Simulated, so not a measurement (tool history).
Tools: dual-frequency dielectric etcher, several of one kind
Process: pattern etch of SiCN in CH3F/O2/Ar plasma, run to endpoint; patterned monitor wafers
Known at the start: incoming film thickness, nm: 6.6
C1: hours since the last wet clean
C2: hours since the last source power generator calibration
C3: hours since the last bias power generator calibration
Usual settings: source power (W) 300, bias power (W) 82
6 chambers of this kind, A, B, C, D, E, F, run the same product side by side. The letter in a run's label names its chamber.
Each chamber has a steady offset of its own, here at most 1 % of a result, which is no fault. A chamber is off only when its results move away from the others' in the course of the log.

At hour 3.8: chamber C: bias power generator calibrated.
Run 1F, hour 5.7: usual settings; C1 463.3; C2 886.6; C3 1723.6. Result: endpoint time (s) 18.499.
Run 2C, hour 9.2: usual settings; C1 276.7; C2 1749.0; C3 5.5. Result: endpoint time (s) 18.757.
At hour 14.6: chamber D: wet clean of the chamber.
Run 3E, hour 15.6: usual settings; C1 330.4; C2 1133.7; C3 2389.1. Result: endpoint time (s) 18.685.
Run 4D, hour 19.6: usual settings; C1 5.1; C2 2584.8; C3 71.0. Result: endpoint time (s) 18.644.
Run 5A, hour 25.9: usual settings; C1 200.2; C2 621.3; C3 3467.4. Result: endpoint time (s) 18.647.
At hour 28.3: chamber F: wet clean of the chamber.
Run 6B, hour 31.2: usual settings; C1 498.5; C2 2477.3; C3 432.0. Result: endpoint time (s) 18.862.
Run 7B, hour 37.3: usual settings; C1 504.6; C2 2483.4; C3 438.1. Result: endpoint time (s) 18.831.
Run 8A, hour 41.1: usual settings; C1 215.4; C2 636.5; C3 3482.6. Result: endpoint time (s) 18.813.
Run 9D, hour 47.3: usual settings; C1 32.8; C2 2612.5; C3 98.7. Result: endpoint time (s) 18.631.
Run 10E, hour 52.5: usual settings; C1 367.3; C2 1170.6; C3 2426.0. Result: endpoint time (s) 18.845.
Run 11C, hour 58.0: usual settings; C1 325.5; C2 1797.8; C3 54.3. Result: endpoint time (s) 18.915.
At hour 60.9: chamber B: wet clean of the chamber.
At hour 61.3: chamber C: wet clean of the chamber.
Run 12F, hour 62.0: usual settings; C1 33.8; C2 942.9; C3 1779.9. Result: endpoint time (s) 18.472.
Run 13D, hour 65.2: usual settings; C1 50.7; C2 2630.4; C3 116.6. Result: endpoint time (s) 18.708.
Run 14F, hour 71.1: usual settings; C1 42.9; C2 952.0; C3 1789.0. Result: endpoint time (s) 18.524.
Run 15B, hour 74.6: usual settings; C1 13.8; C2 2520.7; C3 475.4. Result: endpoint time (s) 18.888.
Run 16C, hour 78.8: usual settings; C1 17.5; C2 1818.6; C3 75.1. Result: endpoint time (s) 18.770.
Run 17E, hour 83.2: usual settings but source power (W) 330; C1 398.0; C2 1201.3; C3 2456.7. Result: endpoint time (s) 18.119.
Run 18A, hour 87.6: usual settings but source power (W) 330; C1 261.9; C2 683.0; C3 3529.1. Result: endpoint time (s) 18.213.
Run 19D, hour 92.0: usual settings but source power (W) 330; C1 77.5; C2 2657.2; C3 143.4. Result: endpoint time (s) 18.076.
Run 20B, hour 97.6: usual settings but source power (W) 330; C1 36.8; C2 2543.7; C3 498.4. Result: endpoint time (s) 18.203.
Run 21C, hour 102.3: usual settings but source power (W) 330; C1 41.0; C2 1842.1; C3 98.6. Result: endpoint time (s) 18.054.
Run 22A, hour 106.2: usual settings but source power (W) 330; C1 280.5; C2 701.6; C3 3547.7. Result: endpoint time (s) 18.246.
Run 23F, hour 110.7: usual settings; C1 82.5; C2 991.6; C3 1828.6. Result: endpoint time (s) 18.468.
Run 24E, hour 115.9: usual settings; C1 430.7; C2 1234.0; C3 2489.4. Result: endpoint time (s) 18.714.
Run 25D, hour 121.2: usual settings; C1 106.7; C2 2686.4; C3 172.6. Result: endpoint time (s) 18.711.
Run 26B, hour 124.7: usual settings; C1 63.9; C2 2570.8; C3 525.5. Result: endpoint time (s) 18.918.
Run 27C, hour 131.1: usual settings; C1 69.8; C2 1870.9; C3 127.4. Result: endpoint time (s) 18.739.
Run 28F, hour 137.0: usual settings; C1 108.8; C2 1017.9; C3 1854.9. Result: endpoint time (s) 18.443.
Run 29E, hour 142.8: usual settings; C1 457.6; C2 1260.9; C3 2516.3. Result: endpoint time (s) 18.820.
Run 30A, hour 145.9: usual settings; C1 320.2; C2 741.3; C3 3587.4. Result: endpoint time (s) 19.019.
Run 31A, hour 151.3: usual settings; C1 325.6; C2 746.7; C3 3592.8. Result: endpoint time (s) 19.122.
Run 32C, hour 154.8: usual settings; C1 93.5; C2 1894.6; C3 151.1. Result: endpoint time (s) 18.793.
Run 33D, hour 159.6: usual settings; C1 145.1; C2 2724.8; C3 211.0. Result: endpoint time (s) 18.849.
Run 34F, hour 165.6: usual settings; C1 137.4; C2 1046.5; C3 1883.5. Result: endpoint time (s) 18.589.
Run 35E, hour 171.6: usual settings; C1 486.4; C2 1289.7; C3 2545.1. Result: endpoint time (s) 18.681.
Run 36B, hour 177.9: usual settings; C1 117.1; C2 2624.0; C3 578.7. Result: endpoint time (s) 18.811.
Run 37A, hour 184.1: usual settings; C1 358.4; C2 779.5; C3 3625.6. Result: endpoint time (s) 19.269.
Run 38D, hour 188.1: usual settings; C1 173.6; C2 2753.3; C3 239.5. Result: endpoint time (s) 18.608.
Run 39F, hour 193.7: usual settings; C1 165.5; C2 1074.6; C3 1911.6. Result: endpoint time (s) 18.581.
Run 40C, hour 198.1: usual settings; C1 136.8; C2 1937.9; C3 194.4. Result: endpoint time (s) 18.857.
Run 41B, hour 201.5: usual settings; C1 140.7; C2 2647.6; C3 602.3. Result: endpoint time (s) 18.817.
Run 42E, hour 205.0: usual settings; C1 519.8; C2 1323.1; C3 2578.5. Result: endpoint time (s) 18.768.
Run 43F, hour 207.9: usual settings; C1 179.7; C2 1088.8; C3 1925.8. Result: endpoint time (s) 18.495.
Run 44A, hour 212.3: usual settings; C1 386.6; C2 807.7; C3 3653.8. Result: endpoint time (s) 19.403.

Next, every chamber runs the same settings. What will each give?
Run 45A, hour 216.9: usual settings. Result: endpoint time (s) ?.
Run 45B, hour 216.9: usual settings. Result: endpoint time (s) ?.
Run 45C, hour 216.9: usual settings. Result: endpoint time (s) ?.
Run 45D, hour 216.9: usual settings. Result: endpoint time (s) ?.
Run 45E, hour 216.9: usual settings. Result: endpoint time (s) ?.
Run 45F, hour 216.9: usual settings. Result: endpoint time (s) ?.

run  endpoint time (s)
45A             19.411
45B             18.842
45C             18.752
45D             18.785
45E             18.678
45F             18.575
